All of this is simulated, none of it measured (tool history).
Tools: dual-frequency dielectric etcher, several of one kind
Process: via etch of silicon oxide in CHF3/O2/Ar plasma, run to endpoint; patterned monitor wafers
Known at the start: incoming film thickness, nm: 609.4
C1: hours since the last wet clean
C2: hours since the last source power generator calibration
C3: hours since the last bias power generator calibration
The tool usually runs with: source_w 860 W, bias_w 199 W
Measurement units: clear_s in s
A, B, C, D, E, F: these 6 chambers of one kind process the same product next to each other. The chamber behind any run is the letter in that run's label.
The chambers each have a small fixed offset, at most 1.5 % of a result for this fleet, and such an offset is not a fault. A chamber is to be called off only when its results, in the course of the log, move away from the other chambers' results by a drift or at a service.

{"run": "1D", "hour": 2.8, "source_w": 860, "bias_w": 199, "C1": 318.9, "C2": 1268, "C3": 2614, "clear_s": 258.08}
{"run": "2C", "hour": 7.0, "source_w": 860, "bias_w": 199, "C1": 261.9, "C2": 293.5, "C3": 858.9, "clear_s": 260.87}
{"run": "3F", "hour": 10.1, "source_w": 860, "bias_w": 199, "C1": 257, "C2": 126.7, "C3": 722.1, "clear_s": 258.68}
{"hour": 13.6, "done": "chamber E: wet clean of the chamber"}
{"run": "4E", "hour": 14.8, "source_w": 860, "bias_w": 199, "C1": 1.3, "C2": 1791.3, "C3": 981.7, "clear_s": 259.49}
{"run": "5A", "hour": 19.5, "source_w": 860, "bias_w": 199, "C1": 116.7, "C2": 1375.5, "C3": 1684.8, "clear_s": 256.77}
{"run": "6B", "hour": 23.2, "source_w": 790, "bias_w": 228, "C1": 401, "C2": 339.5, "C3": 1852.5, "clear_s": 256.04}
{"run": "7C", "hour": 26.8, "source_w": 790, "bias_w": 228, "C1": 281.7, "C2": 313.3, "C3": 878.7, "clear_s": 255.34}
{"run": "8B", "hour": 30.9, "source_w": 790, "bias_w": 228, "C1": 408.7, "C2": 347.2, "C3": 1860.2, "clear_s": 257.01}
{"run": "9A", "hour": 34.1, "source_w": 790, "bias_w": 228, "C1": 131.3, "C2": 1390.1, "C3": 1699.4, "clear_s": 254.04}
{"hour": 36.3, "done": "chamber D: wet clean of the chamber"}
{"run": "10D", "hour": 36.3, "source_w": 790, "bias_w": 228, "C1": 0, "C2": 1301.5, "C3": 2647.5, "clear_s": 252.65}
{"run": "11F", "hour": 40.5, "source_w": 790, "bias_w": 228, "C1": 287.4, "C2": 157.1, "C3": 752.5, "clear_s": 254.84}
{"run": "12E", "hour": 43.0, "source_w": 860, "bias_w": 199, "C1": 29.5, "C2": 1819.5, "C3": 1009.9, "clear_s": 258.42}
{"run": "13E", "hour": 45.5, "source_w": 860, "bias_w": 199, "C1": 32, "C2": 1822, "C3": 1012.4, "clear_s": 259.82}
{"run": "14D", "hour": 49.5, "source_w": 860, "bias_w": 199, "C1": 13.2, "C2": 1314.7, "C3": 2660.7, "clear_s": 259.07}
{"run": "15C", "hour": 53.8, "source_w": 780, "bias_w": 217, "C1": 308.7, "C2": 340.3, "C3": 905.7, "clear_s": 262.27}
{"run": "16F", "hour": 56.6, "source_w": 780, "bias_w": 217, "C1": 303.5, "C2": 173.2, "C3": 768.6, "clear_s": 262.75}
{"run": "17A", "hour": 60.2, "source_w": 780, "bias_w": 217, "C1": 157.4, "C2": 1416.2, "C3": 1725.5, "clear_s": 259.77}
{"run": "18B", "hour": 62.9, "source_w": 780, "bias_w": 217, "C1": 440.7, "C2": 379.2, "C3": 1892.2, "clear_s": 264.05}
{"run": "19A", "hour": 65.3, "source_w": 780, "bias_w": 217, "C1": 162.5, "C2": 1421.3, "C3": 1730.6, "clear_s": 260.53}
{"run": "20D", "hour": 70.0, "source_w": 780, "bias_w": 217, "C1": 33.7, "C2": 1335.2, "C3": 2681.2, "clear_s": 258.67}
{"run": "21C", "hour": 72.1, "source_w": 860, "bias_w": 199, "C1": 327, "C2": 358.6, "C3": 924, "clear_s": 257.61}
{"run": "22E", "hour": 76.3, "source_w": 720, "bias_w": 156, "C1": 62.8, "C2": 1852.8, "C3": 1043.2, "clear_s": 299.5}
{"run": "23F", "hour": 80.2, "source_w": 720, "bias_w": 156, "C1": 327.1, "C2": 196.8, "C3": 792.2, "clear_s": 298.43}
{"hour": 81.7, "done": "chamber B: wet clean of the chamber"}
{"run": "24B", "hour": 84.0, "source_w": 720, "bias_w": 156, "C1": 2.4, "C2": 400.3, "C3": 1913.3, "clear_s": 316.27}
{"run": "25C", "hour": 88.0, "source_w": 720, "bias_w": 156, "C1": 342.9, "C2": 374.5, "C3": 939.9, "clear_s": 302.54}
{"run": "26E", "hour": 90.9, "source_w": 720, "bias_w": 156, "C1": 77.4, "C2": 1867.4, "C3": 1057.8, "clear_s": 299.97}
{"run": "27A", "hour": 94.0, "source_w": 720, "bias_w": 156, "C1": 191.2, "C2": 1450, "C3": 1759.3, "clear_s": 297.45}
{"run": "28D", "hour": 98.7, "source_w": 860, "bias_w": 245, "C1": 62.4, "C2": 1363.9, "C3": 2709.9, "clear_s": 238.82}
{"run": "29F", "hour": 101.4, "source_w": 860, "bias_w": 245, "C1": 348.3, "C2": 218, "C3": 813.4, "clear_s": 241.26}
{"run": "30B", "hour": 104.4, "source_w": 860, "bias_w": 245, "C1": 22.8, "C2": 420.7, "C3": 1933.7, "clear_s": 256.44}
{"run": "31D", "hour": 106.6, "source_w": 860, "bias_w": 245, "C1": 70.3, "C2": 1371.8, "C3": 2717.8, "clear_s": 240.23}
{"run": "32C", "hour": 110.9, "source_w": 860, "bias_w": 245, "C1": 365.8, "C2": 397.4, "C3": 962.8, "clear_s": 241.05}
{"run": "33E", "hour": 115.7, "source_w": 860, "bias_w": 245, "C1": 102.2, "C2": 1892.2, "C3": 1082.6, "clear_s": 241.86}
{"run": "34A", "hour": 118.9, "source_w": 860, "bias_w": 199, "C1": 216.1, "C2": 1474.9, "C3": 1784.2, "clear_s": 257.82}
{"run": "35B", "hour": 122.9, "source_w": 860, "bias_w": 199, "C1": 41.3, "C2": 439.2, "C3": 1952.2, "clear_s": 274.18}
{"run": "36F", "hour": 126.6, "source_w": 860, "bias_w": 199, "C1": 373.5, "C2": 243.2, "C3": 838.6, "clear_s": 259.21}
{"run": "37E", "hour": 130.1, "source_w": 860, "bias_w": 199, "C1": 116.6, "C2": 1906.6, "C3": 1097, "clear_s": 258.48}
{"run": "38A", "hour": 133.0, "source_w": 860, "bias_w": 199, "C1": 230.2, "C2": 1489, "C3": 1798.3, "clear_s": 256.41}
{"run": "39C", "hour": 135.2, "source_w": 860, "bias_w": 199, "C1": 390.1, "C2": 421.7, "C3": 987.1, "clear_s": 259.95}
{"run": "40D", "hour": 139.5, "source_w": 980, "bias_w": 243, "C1": 103.2, "C2": 1404.7, "C3": 2750.7, "clear_s": 227.88}
{"run": "41F", "hour": 143.5, "source_w": 980, "bias_w": 243, "C1": 390.4, "C2": 260.1, "C3": 855.5, "clear_s": 230.15}
{"run": "42B", "hour": 146.3, "source_w": 980, "bias_w": 243, "C1": 64.7, "C2": 462.6, "C3": 1975.6, "clear_s": 243.9}

Is one chamber off against the others, does the gauge drift, or is nothing wrong? If a chamber is off, say which, and what the likeliest cause is.

After it was serviced, chamber B no longer matches the other chambers.
What lies behind it: etch rate under this chamber's usual, % = 4.55.

Which of the 4 candidates below, each the usual settings with something changed and its results left as question marks, puts chamber B back in line with what the other chambers give on the usual settings?
In line here means within this much of the mean the other chambers give on the usual settings: clear_s 3.4 s
{"run": "43B-1", "hour": 149.7, "source_w": 750, "bias_w": 177, "clear_s": "?"}
{"run": "43B-2", "hour": 149.7, "source_w": 790, "bias_w": 185, "clear_s": "?"}
{"run": "43B-3", "hour": 149.7, "source_w": 930, "bias_w": 213, "clear_s": "?"}
{"run": "43B-4", "hour": 149.7, "source_w": 860, "bias_w": 259, "clear_s": "?"}

The mean the other chambers reach with the usual settings: clear_s 258.7 s
run=43B-1 clear_s=300.17
run=43B-2 clear_s=289.88
run=43B-3 clear_s=259.57
run=43B-4 clear_s=249.78
With 43B-3, the chamber falls back in line with the rest.
